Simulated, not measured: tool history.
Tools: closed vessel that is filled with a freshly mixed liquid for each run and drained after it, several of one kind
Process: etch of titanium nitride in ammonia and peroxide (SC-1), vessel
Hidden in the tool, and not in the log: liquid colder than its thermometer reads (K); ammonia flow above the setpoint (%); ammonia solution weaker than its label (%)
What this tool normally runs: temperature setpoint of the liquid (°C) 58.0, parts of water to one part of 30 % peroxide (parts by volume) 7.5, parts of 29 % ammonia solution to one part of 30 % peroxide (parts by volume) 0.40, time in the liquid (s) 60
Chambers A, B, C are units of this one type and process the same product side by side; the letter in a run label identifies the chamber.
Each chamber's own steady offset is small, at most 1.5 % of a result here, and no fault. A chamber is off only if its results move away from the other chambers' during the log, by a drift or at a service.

run,hour,temperature setpoint of the liquid (°C),parts of water to one part of 30 % peroxide (parts by volume),parts of 29 % ammonia solution to one part of 30 % peroxide (parts by volume),time in the liquid (s),hours since the thermometer was replaced,hours since the ammonia flow meter was replaced,hours since the drum of ammonia solution was connected,"read-back film thickness of the titanium nitride reference wafer, read on the same gauge (nm)",thickness taken off the titanium nitride on a monitor wafer (nm)
1C,8.4,58.0,7.5,0.40,60,2177.9,1407.1,286.3,80.011,6.2818
2B,15.8,58.0,7.5,0.40,60,559.3,1286.0,168.0,80.036,6.2794
3A,29.1,58.0,7.5,0.40,60,1537.9,299.8,688.1,80.015,6.2115
4A,40.0,58.0,7.5,0.40,60,1548.8,310.7,699.0,79.982,6.3012
5C,46.1,58.0,7.5,0.40,60,2215.6,1444.8,324.0,80.007,6.1745
6B,58.0,58.0,7.5,0.40,60,601.5,1328.2,210.2,80.021,6.3124
7B,64.9,58.0,7.5,0.40,60,608.4,1335.1,217.1,79.978,6.2943
8A,73.9,58.0,7.5,0.40,60,1582.7,344.6,732.9,79.988,6.1866
9C,85.8,63.5,11.0,0.40,60,2255.3,1484.5,363.7,79.966,7.1902
10B,96.8,63.5,11.0,0.40,60,640.3,1367.0,249.0,80.003,7.2998
# hour 106.6: chamber A: new drum of ammonia solution connected
11C,107.4,63.5,11.0,0.40,60,2276.9,1506.1,385.3,79.998,7.2391
12A,120.3,58.0,7.5,0.40,60,1629.1,391.0,13.7,80.002,6.1906
13C,129.9,58.0,7.5,0.40,60,2299.4,1528.6,407.8,80.003,6.1505
14A,140.6,58.0,7.5,0.40,60,1649.4,411.3,34.0,79.957,6.2607
15B,153.2,58.0,7.5,0.40,60,696.7,1423.4,305.4,79.990,6.2866
16C,162.6,58.0,7.5,0.40,60,2332.1,1561.3,440.5,80.001,6.1968
17A,170.0,58.0,7.5,0.40,60,1678.8,440.7,63.4,79.994,6.3374
18B,176.0,58.0,7.5,0.55,35,719.5,1446.2,328.2,79.985,3.8258
19A,181.7,58.0,7.5,0.55,35,1690.5,452.4,75.1,80.001,3.8152
20C,189.1,58.0,7.5,0.55,35,2358.6,1587.8,467.0,80.025,3.7967
21B,195.8,58.0,7.5,0.40,60,739.3,1466.0,348.0,79.987,6.1353
22C,207.7,54.0,7.5,0.40,60,2377.2,1606.4,485.6,80.005,4.7452
23B,217.8,54.0,7.5,0.40,60,761.3,1488.0,370.0,79.984,4.7190
24A,230.3,54.0,7.5,0.40,60,1739.1,501.0,123.7,80.018,4.7167
25B,240.7,58.0,7.5,0.40,60,784.2,1510.9,392.9,80.035,6.0548
26A,248.7,58.0,7.5,0.25,60,1757.5,519.4,142.1,79.991,5.8571
27C,259.8,58.0,7.5,0.25,60,2429.3,1658.5,537.7,80.002,5.6284
28C,272.5,58.0,7.5,0.25,60,2442.0,1671.2,550.4,79.985,5.6242
29A,281.9,58.0,5.0,0.25,60,1790.7,552.6,175.3,79.988,6.9270
30B,288.4,58.0,5.0,0.25,60,831.9,1558.6,440.6,80.000,6.8900
31A,294.2,58.0,5.0,0.25,60,1803.0,564.9,187.6,79.996,6.9592
32C,300.6,58.0,7.5,0.40,60,2470.1,1699.3,578.5,80.008,6.1958
33B,313.2,58.0,7.5,0.40,60,856.7,1583.4,465.4,80.012,6.0400
34A,323.2,58.0,7.5,0.40,60,1832.0,593.9,216.6,80.013,6.2952
35B,335.2,58.0,7.5,0.40,60,878.7,1605.4,487.4,80.007,5.9538
36C,344.9,67.5,7.5,0.40,60,2514.4,1743.6,622.8,80.032,11.3610
37B,358.2,67.5,7.5,0.40,60,901.7,1628.4,510.4,79.962,10.9740

All chambers now run identical settings, listed one chamber a line with results as question marks. What results will each chamber show?
38A,367.8,53.0,7.5,0.40,60,,,,,?
38B,367.8,53.0,7.5,0.40,60,,,,,?
38C,367.8,53.0,7.5,0.40,60,,,,,?

run,thickness taken off the titanium nitride on a monitor wafer (nm)
38A,4.4675
38B,4.3663
38C,4.4066
